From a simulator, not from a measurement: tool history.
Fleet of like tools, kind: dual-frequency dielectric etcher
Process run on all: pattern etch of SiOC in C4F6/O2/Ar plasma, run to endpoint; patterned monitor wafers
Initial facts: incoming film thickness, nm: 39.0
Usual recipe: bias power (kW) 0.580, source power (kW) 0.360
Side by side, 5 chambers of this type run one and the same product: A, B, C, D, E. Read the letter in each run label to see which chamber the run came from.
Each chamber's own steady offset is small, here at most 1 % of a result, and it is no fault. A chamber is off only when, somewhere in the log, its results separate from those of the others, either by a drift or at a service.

run,hour,bias power (kW),source power (kW),hours since the last wet clean,hours since the last bias power generator calibration,hours since the last source power generator calibration,endpoint time (s)
1C,3.4,0.580,0.360,79.5,828.6,843.1,12.886
2D,6.0,0.580,0.360,370.1,1528.6,515.1,13.043
3E,8.5,0.580,0.360,236.4,1569.5,440.2,12.766
4A,11.2,0.580,0.360,198.6,2728.7,3221.5,12.789
5B,13.5,0.580,0.360,275.4,219.9,1922.7,12.944
6A,15.4,0.580,0.360,202.8,2732.9,3225.7,12.721
7C,19.5,0.580,0.360,95.6,844.7,859.2,12.989
8B,23.0,0.580,0.360,284.9,229.4,1932.2,12.791
9D,25.4,0.580,0.360,389.5,1548.0,534.5,13.130
10E,29.0,0.580,0.360,256.9,1590.0,460.7,12.940
11D,32.0,0.580,0.360,396.1,1554.6,541.1,13.003
12A,34.2,0.580,0.360,221.6,2751.7,3244.5,12.866
13E,36.8,0.580,0.360,264.7,1597.8,468.5,12.798
14C,39.1,0.580,0.360,115.2,864.3,878.8,13.008
15B,41.7,0.485,0.420,303.6,248.1,1950.9,12.997
16D,45.5,0.485,0.420,409.6,1568.1,554.6,13.370
17E,48.2,0.485,0.420,276.1,1609.2,479.9,13.028
18A,51.0,0.485,0.420,238.4,2768.5,3261.3,12.856
19B,55.1,0.485,0.420,317.0,261.5,1964.3,12.946
# hour 55.2: chamber B: source power generator calibrated
20C,57.0,0.580,0.360,133.1,882.2,896.7,12.908
21A,60.2,0.580,0.360,247.6,2777.7,3270.5,12.569
22C,64.2,0.580,0.360,140.3,889.4,903.9,13.019
23D,67.2,0.580,0.360,431.3,1589.8,576.3,13.173
24B,69.8,0.580,0.360,331.7,276.2,14.7,12.934
25E,72.4,0.580,0.360,300.3,1633.4,504.1,12.852
26C,75.2,0.580,0.360,151.3,900.4,914.9,13.048
# hour 76.9: chamber D: wet clean of the chamber
27E,79.3,0.709,0.360,307.2,1640.3,511.0,11.924
28B,82.8,0.709,0.360,344.7,289.2,27.7,12.020
29D,84.7,0.709,0.360,7.9,1607.3,593.8,11.970
30A,88.6,0.709,0.360,276.0,2806.1,3298.9,11.558
31E,92.3,0.709,0.360,320.2,1653.3,524.0,11.797
32C,94.8,0.580,0.360,170.9,920.0,934.5,13.011
33B,98.3,0.459,0.390,360.2,304.7,43.2,13.760
34A,101.0,0.459,0.390,288.4,2818.5,3311.3,13.120
35D,103.2,0.459,0.390,26.4,1625.8,612.3,13.764
36C,107.1,0.459,0.390,183.2,932.3,946.8,13.805
37D,110.6,0.459,0.390,33.8,1633.2,619.7,13.761
38B,112.7,0.580,0.360,374.6,319.1,57.6,12.989
39A,116.3,0.580,0.360,303.7,2833.8,3326.6,12.221
40E,120.0,0.580,0.390,347.9,1681.0,551.7,12.465
41B,122.0,0.580,0.390,383.9,328.4,66.9,12.424
42A,124.3,0.580,0.390,311.7,2841.8,3334.6,11.835
43C,127.0,0.580,0.390,203.1,952.2,966.7,12.560

Is one chamber out of step, is the gauge drifting, or do the chambers differ by no more than their own small offsets? For an off chamber, give its letter and the likeliest cause.

One chamber, A, drifts off from the rest bit by bit.
Most likely cause: etch rate over this chamber's usual, % = 5.24.

Which of the 4 candidates below, each the usual settings with something changed and its results left as question marks, puts chamber A back in line with what the other chambers give on the usual settings?
Maximum distance from the other chambers' mean on the usual settings for a result to count as in line: endpoint time (s) 0.290
44A-1,130.1,0.631,0.390,,,,?
44A-2,130.1,0.599,0.370,,,,?
44A-3,130.1,0.580,0.300,,,,?
44A-4,130.1,0.580,0.340,,,,?

Other chambers, usual settings, mean: endpoint time (s) 12.955
run,endpoint time (s)
44A-1,11.400
44A-2,11.863
44A-3,12.986
44A-4,12.396
The right change is 44A-3: it brings the chamber back within the allowed miss of the others.

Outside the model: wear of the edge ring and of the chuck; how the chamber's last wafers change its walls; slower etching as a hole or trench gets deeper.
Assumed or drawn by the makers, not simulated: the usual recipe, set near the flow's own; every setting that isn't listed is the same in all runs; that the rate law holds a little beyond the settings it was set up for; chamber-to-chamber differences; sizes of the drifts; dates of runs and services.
